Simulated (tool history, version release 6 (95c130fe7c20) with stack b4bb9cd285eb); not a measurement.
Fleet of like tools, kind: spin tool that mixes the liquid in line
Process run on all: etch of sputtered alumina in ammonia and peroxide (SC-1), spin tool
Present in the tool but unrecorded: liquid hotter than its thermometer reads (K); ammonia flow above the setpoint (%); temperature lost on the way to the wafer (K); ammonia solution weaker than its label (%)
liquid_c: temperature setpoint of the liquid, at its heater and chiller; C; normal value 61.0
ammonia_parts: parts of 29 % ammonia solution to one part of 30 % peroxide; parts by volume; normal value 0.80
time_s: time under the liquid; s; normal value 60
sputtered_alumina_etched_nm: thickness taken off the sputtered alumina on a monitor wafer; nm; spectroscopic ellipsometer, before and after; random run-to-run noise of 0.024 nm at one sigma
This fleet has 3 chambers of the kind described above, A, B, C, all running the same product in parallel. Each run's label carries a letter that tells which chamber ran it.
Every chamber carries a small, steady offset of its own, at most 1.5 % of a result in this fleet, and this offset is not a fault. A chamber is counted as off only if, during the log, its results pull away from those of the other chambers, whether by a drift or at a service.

run   hour  liquid_c  ammonia_parts  time_s  hours since the thermometer was replaced  hours since the ammonia flow meter was replaced  hours since the heated supply line was repaired  hours since the drum of ammonia solution was connected  read-back film thickness of the sputtered alumina reference wafer, read on the same gauge (nm)  sputtered_alumina_etched_nm
 1A    4.5      61.0           0.80      60                                    1112.8                                            242.7                                           2933.3                                                   373.2                                                                                         100.020                       5.3053
 2C    8.9      61.0           0.80      60                                    1155.8                                            989.5                                            842.1                                                   604.0                                                                                         100.010                       5.2293
 3B   13.5      61.0           0.80      60                                     752.3                                            526.8                                            454.1                                                   549.5                                                                                         100.020                       5.2455
 4C   16.9      61.0           0.80      60                                    1163.8                                            997.5                                            850.1                                                   612.0                                                                                         100.000                       5.2477
 5A   21.3      68.5           0.80      35                                    1129.6                                            259.5                                           2950.1                                                   390.0                                                                                          99.982                       4.5412
 6B   25.6      68.5           0.80      35                                     764.4                                            538.9                                            466.2                                                   561.6                                                                                         100.030                       4.4759
 7A   31.9      68.5           0.80      35                                    1140.2                                            270.1                                           2960.7                                                   400.6                                                                                         100.050                       4.5178
 8C   35.6      61.0           0.80      60                                    1182.5                                           1016.2                                            868.8                                                   630.7                                                                                          99.998                       5.2233
 9B   41.5      61.0           0.80      60                                     780.3                                            554.8                                            482.1                                                   577.5                                                                                         100.020                       5.2593
10A   47.7      61.0           0.80      60                                    1156.0                                            285.9                                           2976.5                                                   416.4                                                                                          99.985                       5.2687
11B   50.6      61.0           0.80      60                                     789.4                                            563.9                                            491.2                                                   586.6                                                                                          99.996                       5.2686
12C   53.9      61.0           0.80      60                                    1200.8                                           1034.5                                            887.1                                                   649.0                                                                                          99.975                       5.2220
13A   57.6      61.0           0.80      60                                    1165.9                                            295.8                                           2986.4                                                   426.3                                                                                         100.020                       5.3141
14B   62.0      61.0           0.80      60                                     800.8                                            575.3                                            502.6                                                   598.0                                                                                          99.964                       5.2753
15C   64.9      61.0           0.80      60                                    1211.8                                           1045.5                                            898.1                                                   660.0                                                                                         100.020                       5.2278
16C   70.9      61.0           0.80      60                                    1217.8                                           1051.5                                            904.1                                                   666.0                                                                                         100.000                       5.2157
      72.1  -- chamber C: new drum of ammonia solution connected
17A   74.0      61.0           0.80      60                                    1182.3                                            312.2                                           3002.8                                                   442.7                                                                                          99.991                       5.2988
18B   79.3      61.0           0.80      60                                     818.1                                            592.6                                            519.9                                                   615.3                                                                                          99.998                       5.2497
19B   83.0      61.0           0.80      60                                     821.8                                            596.3                                            523.6                                                   619.0                                                                                          99.980                       5.2671
20C   86.6      61.0           1.15      60                                    1233.5                                           1067.2                                            919.8                                                    14.6                                                                                          99.991                       5.4444
21A   92.7      61.0           1.15      60                                    1201.0                                            330.9                                           3021.5                                                   461.4                                                                                         100.010                       5.5415
22C   98.5      61.0           1.15      60                                    1245.4                                           1079.1                                            931.7                                                    26.5                                                                                         100.040                       5.4622
23B  103.4      61.0           0.80      60                                     842.2                                            616.7                                            544.0                                                   639.4                                                                                         100.020                       5.2775
24A  106.7      61.0           0.80      30                                    1215.0                                            344.9                                           3035.5                                                   475.4                                                                                          99.977                       2.6687
25C  112.8      61.0           0.80      30                                    1259.7                                           1093.4                                            946.0                                                    40.8                                                                                          99.967                       2.6647
26B  117.9      61.0           0.80      30                                     856.7                                            631.2                                            558.5                                                   653.9                                                                                          99.980                       2.6341
27A  123.7      61.0           0.80      60                                    1232.0                                            361.9                                           3052.5                                                   492.4                                                                                          99.995                       5.3304
     128.8  -- chamber A: heated supply line repaired
28A  129.5      61.0           0.80      60                                    1237.8                                            367.7                                              0.8                                                   498.2                                                                                         100.010                       5.3235
29B  132.4      61.0           0.80      60                                     871.2                                            645.7                                            573.0                                                   668.4                                                                                         100.020                       5.2545
30C  137.7      61.0           0.80      60                                    1284.6                                           1118.3                                            970.9                                                    65.7                                                                                          99.990                       5.3455
31C  143.3      61.0           0.80      60                                    1290.2                                           1123.9                                            976.5                                                    71.3                                                                                         100.010                       5.4452
32A  146.5      61.0           0.80      60                                    1254.8                                            384.7                                             17.8                                                   515.2                                                                                         100.020                       5.3131
33B  149.2      61.0           0.80      60                                     888.0                                            662.5                                            589.8                                                   685.2                                                                                          99.968                       5.2415
34A  152.3      61.0           0.80      50                                    1260.6                                            390.5                                             23.6                                                   521.0                                                                                         100.020                       4.4331
35B  157.7      61.0           0.80      50                                     896.5                                            671.0                                            598.3                                                   693.7                                                                                          99.978                       4.4216
36C  161.7      61.0           0.80      50                                    1308.6                                           1142.3                                            994.9                                                    89.7                                                                                          99.952                       4.5434
     162.0  -- chamber C: heated supply line repaired
37C  165.7      61.0           0.80      60                                    1312.6                                           1146.3                                              3.7                                                    93.7                                                                                         100.030                       5.4386
38B  171.3      61.0           0.80      60                                     910.1                                            684.6                                            611.9                                                   707.3                                                                                          99.991                       5.2352
39A  177.2      61.0           0.80      60                                    1285.5                                            415.4                                             48.5                                                   545.9                                                                                          99.984                       5.3371
40A  180.6      61.0           0.45      90                                    1288.9                                            418.8                                             51.9                                                   549.3                                                                                         100.000                       7.5140
41B  186.3      61.0           0.45      90                                     925.1                                            699.6                                            626.9                                                   722.3                                                                                          99.971                       7.4986
42C  192.1      61.0           0.45      90                                    1339.0                                           1172.7                                             30.1                                                   120.1                                                                                         100.020                       7.7536

Which is it: a chamber that has drifted or been left off by a service, a gauge drift common to all chambers, or only each chamber's usual small offset? If a chamber is off, name it and its likeliest cause.

One chamber, C, drifts off from the rest bit by bit.
Likeliest cause: liquid hotter than its thermometer reads (K) = 1.06.

Here are 4 candidates for chamber C's next run, each the usual settings with a change, their results left as question marks. Which one brings its results back in line with what the others give on the usual settings?
In line means no further than this from the other chambers' mean on the usual settings: sputtered_alumina_etched_nm 0.0840 nm
43C-1  196.5      61.0           0.65      60                                                                                                                                                                                                                                                                                                                                ?
43C-2  196.5      61.0           1.20      60                                                                                                                                                                                                                                                                                                                                ?
43C-3  196.5      61.0           0.95      60                                                                                                                                                                                                                                                                                                                                ?
43C-4  196.5      61.0           0.50      60                                                                                                                                                                                                                                                                                                                                ?

Mean of the other chambers on the usual settings: sputtered_alumina_etched_nm 5.2871 nm
  run  sputtered_alumina_etched_nm
43C-1                       5.4223
43C-2                       5.7443
43C-3                       5.6191
43C-4                       5.2907
Change 43C-4 lands the chamber within the allowed miss of the other chambers.
